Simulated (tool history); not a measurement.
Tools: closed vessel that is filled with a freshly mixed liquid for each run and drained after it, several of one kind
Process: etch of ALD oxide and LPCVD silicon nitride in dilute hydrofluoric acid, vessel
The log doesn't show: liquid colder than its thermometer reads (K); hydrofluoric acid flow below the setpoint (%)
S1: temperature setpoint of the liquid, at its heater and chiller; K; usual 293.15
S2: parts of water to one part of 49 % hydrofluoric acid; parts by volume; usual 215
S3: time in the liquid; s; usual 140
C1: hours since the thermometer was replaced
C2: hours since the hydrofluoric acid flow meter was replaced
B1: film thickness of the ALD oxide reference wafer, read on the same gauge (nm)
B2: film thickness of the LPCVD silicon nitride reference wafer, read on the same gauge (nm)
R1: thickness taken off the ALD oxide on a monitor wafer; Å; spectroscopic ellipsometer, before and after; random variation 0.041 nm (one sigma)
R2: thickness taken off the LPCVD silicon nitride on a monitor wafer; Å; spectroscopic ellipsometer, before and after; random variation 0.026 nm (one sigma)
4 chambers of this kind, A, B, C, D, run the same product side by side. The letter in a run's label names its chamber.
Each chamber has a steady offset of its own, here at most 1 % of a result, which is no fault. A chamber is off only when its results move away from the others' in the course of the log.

| run | hour | S1 | S2 | S3 | C1 | C2 | B1 | B2 | R1 | R2 |
|---|---|---|---|---|---|---|---|---|---|---|
| 1D | 5.7 | 293.15 | 215 | 140 | 785.2 | 806.9 | 70.006 | 49.981 | 67.298 | 2.61970 |
| 2B | 12.9 | 293.15 | 215 | 140 | 1205.0 | 417.1 | 70.000 | 49.992 | 67.794 | 2.19170 |
| 3C | 20.7 | 293.15 | 215 | 140 | 1854.9 | 1097.9 | 69.968 | 49.982 | 67.951 | 2.77980 |
| 4A | 27.8 | 293.15 | 215 | 140 | 122.0 | 1258.3 | 69.954 | 50.005 | 68.181 | 2.61720 |
| 5B | 35.8 | 293.15 | 215 | 140 | 1227.9 | 440.0 | 70.015 | 49.986 | 67.593 | 2.74660 |
| 6C | 41.0 | 293.15 | 215 | 140 | 1875.2 | 1118.2 | 69.984 | 49.970 | 67.679 | 2.41250 |
| 7A | 46.1 | 293.15 | 215 | 140 | 140.3 | 1276.6 | 69.967 | 50.002 | 68.304 | 2.64780 |
| 8D | 50.9 | 293.15 | 215 | 140 | 830.4 | 852.1 | 69.978 | 50.019 | 67.094 | 2.38560 |
| 9D | 54.5 | 293.15 | 215 | 140 | 834.0 | 855.7 | 69.977 | 49.970 | 66.988 | 2.65620 |
| 10B | 58.4 | 293.15 | 215 | 140 | 1250.5 | 462.6 | 69.985 | 50.005 | 67.605 | 2.18710 |
| 11A | 64.4 | 290.15 | 290 | 140 | 158.6 | 1294.9 | 70.004 | 50.026 | 41.472 | 1.63890 |
| 12C | 69.4 | 290.15 | 290 | 140 | 1903.6 | 1146.6 | 69.997 | 49.955 | 42.108 | 1.62430 |
| 13D | 73.4 | 290.15 | 290 | 140 | 852.9 | 874.6 | 69.999 | 49.979 | 41.878 | 1.79060 |
| 14A | 77.4 | 290.15 | 290 | 140 | 171.6 | 1307.9 | 70.036 | 49.978 | 42.022 | 1.59830 |
| 15C | 82.5 | 293.15 | 215 | 140 | 1916.7 | 1159.7 | 70.015 | 49.973 | 68.111 | 2.40510 |
| 16B | 89.1 | 293.15 | 215 | 105 | 1281.2 | 493.3 | 70.017 | 49.983 | 50.308 | 2.29000 |
| 17A | 97.0 | 293.15 | 215 | 105 | 191.2 | 1327.5 | 69.984 | 50.040 | 50.666 | 1.42140 |
| 18D | 104.2 | 293.15 | 215 | 105 | 883.7 | 905.4 | 69.985 | 50.017 | 50.186 | 1.73790 |
| 19C | 110.7 | 293.15 | 215 | 105 | 1944.9 | 1187.9 | 69.992 | 49.973 | 51.424 | 1.97470 |
| 20B | 117.9 | 293.15 | 215 | 140 | 1310.0 | 522.1 | 70.052 | 49.988 | 66.342 | 2.20390 |
| 21D | 123.3 | 293.15 | 215 | 140 | 902.8 | 924.5 | 69.986 | 49.962 | 67.108 | 2.14790 |
| 22C | 127.5 | 290.15 | 215 | 80 | 1961.7 | 1204.7 | 70.010 | 50.013 | 34.656 | 1.03830 |
| 23B | 135.0 | 290.15 | 215 | 80 | 1327.1 | 539.2 | 70.006 | 49.971 | 33.464 | 0.99028 |
| 24A | 139.9 | 290.15 | 215 | 80 | 234.1 | 1370.4 | 69.998 | 50.045 | 34.220 | 1.24950 |
| 25C | 144.7 | 290.15 | 215 | 80 | 1978.9 | 1221.9 | 70.012 | 49.975 | 35.013 | 1.26420 |
| 26D | 148.6 | 293.15 | 215 | 215 | 928.1 | 949.8 | 70.001 | 50.054 | 104.760 | 3.99690 |
| 27B | 152.7 | 293.15 | 215 | 215 | 1344.8 | 556.9 | 70.013 | 49.943 | 101.050 | 4.03020 |
| 28A | 160.1 | 293.15 | 215 | 215 | 254.3 | 1390.6 | 69.994 | 49.968 | 103.340 | 3.28840 |
|  | 160.6 | chamber C: hydrofluoric acid flow meter replaced |
| 29D | 167.3 | 293.15 | 215 | 215 | 946.8 | 968.5 | 69.995 | 50.015 | 103.290 | 4.37010 |
| 30C | 175.3 | 293.15 | 295 | 140 | 2009.5 | 14.7 | 69.995 | 50.007 | 45.953 | 2.28200 |
| 31A | 183.4 | 293.15 | 295 | 140 | 277.6 | 1413.9 | 70.001 | 49.948 | 45.130 | 2.04490 |
|  | 185.1 | chamber B: hydrofluoric acid flow meter replaced |
| 32B | 190.4 | 293.15 | 295 | 140 | 1382.5 | 5.4 | 70.016 | 49.995 | 43.729 | 1.45020 |
| 33B | 195.0 | 293.15 | 295 | 140 | 1387.1 | 10.0 | 70.002 | 50.025 | 43.502 | 1.78570 |
| 34C | 201.1 | 293.15 | 215 | 140 | 2035.3 | 40.5 | 69.982 | 49.986 | 68.531 | 2.69190 |
| 35D | 207.3 | 293.15 | 215 | 140 | 986.8 | 1008.5 | 69.997 | 49.993 | 68.133 | 2.69860 |
| 36A | 214.7 | 293.15 | 215 | 140 | 308.9 | 1445.2 | 69.990 | 49.976 | 67.750 | 2.60370 |
| 37B | 221.6 | 297.15 | 215 | 100 | 1413.7 | 36.6 | 70.013 | 50.016 | 53.291 | 2.10120 |
| 38D | 227.6 | 297.15 | 215 | 100 | 1007.1 | 1028.8 | 70.023 | 49.989 | 56.120 | 2.31000 |
| 39A | 235.0 | 297.15 | 215 | 100 | 329.2 | 1465.5 | 70.021 | 49.988 | 56.632 | 2.19070 |
| 40C | 240.4 | 297.15 | 215 | 100 | 2074.6 | 79.8 | 69.995 | 50.007 | 56.251 | 2.72720 |

What goes on in this fleet: one chamber off, a drifting gauge, or nothing beyond the chambers' own small offsets? Name the chamber and the cause, if any.

Chamber B drifts away from the others.
Cause: liquid colder than its thermometer reads (K) = 1.88.

Here are 4 candidates for chamber B's next run, each the usual settings with a change, their results left as question marks. Which one brings its results back in line with what the others give on the usual settings?
In line means no further than this from the other chambers' mean on the usual settings: R1 1.400 Å; R2 0.92000 Å
| 41B-1 | 246.3 | 293.65 | 220 | 145 |  |  |  |  | ? | ? |
| 41B-2 | 246.3 | 292.65 | 210 | 135 |  |  |  |  | ? | ? |
| 41B-3 | 246.3 | 294.65 | 225 | 150 |  |  |  |  | ? | ? |
| 41B-4 | 246.3 | 291.65 | 205 | 130 |  |  |  |  | ? | ? |

The other chambers' mean on the usual settings: R1 67.803 Å; R2 2.52910 Å
| run | R1 | R2 |
|---|---|---|
| 41B-1 | 64.874 | 2.14120 |
| 41B-2 | 61.462 | 1.95260 |
| 41B-3 | 67.839 | 2.31280 |
| 41B-4 | 58.547 | 1.79940 |
41B-3 brings the chamber back in line.
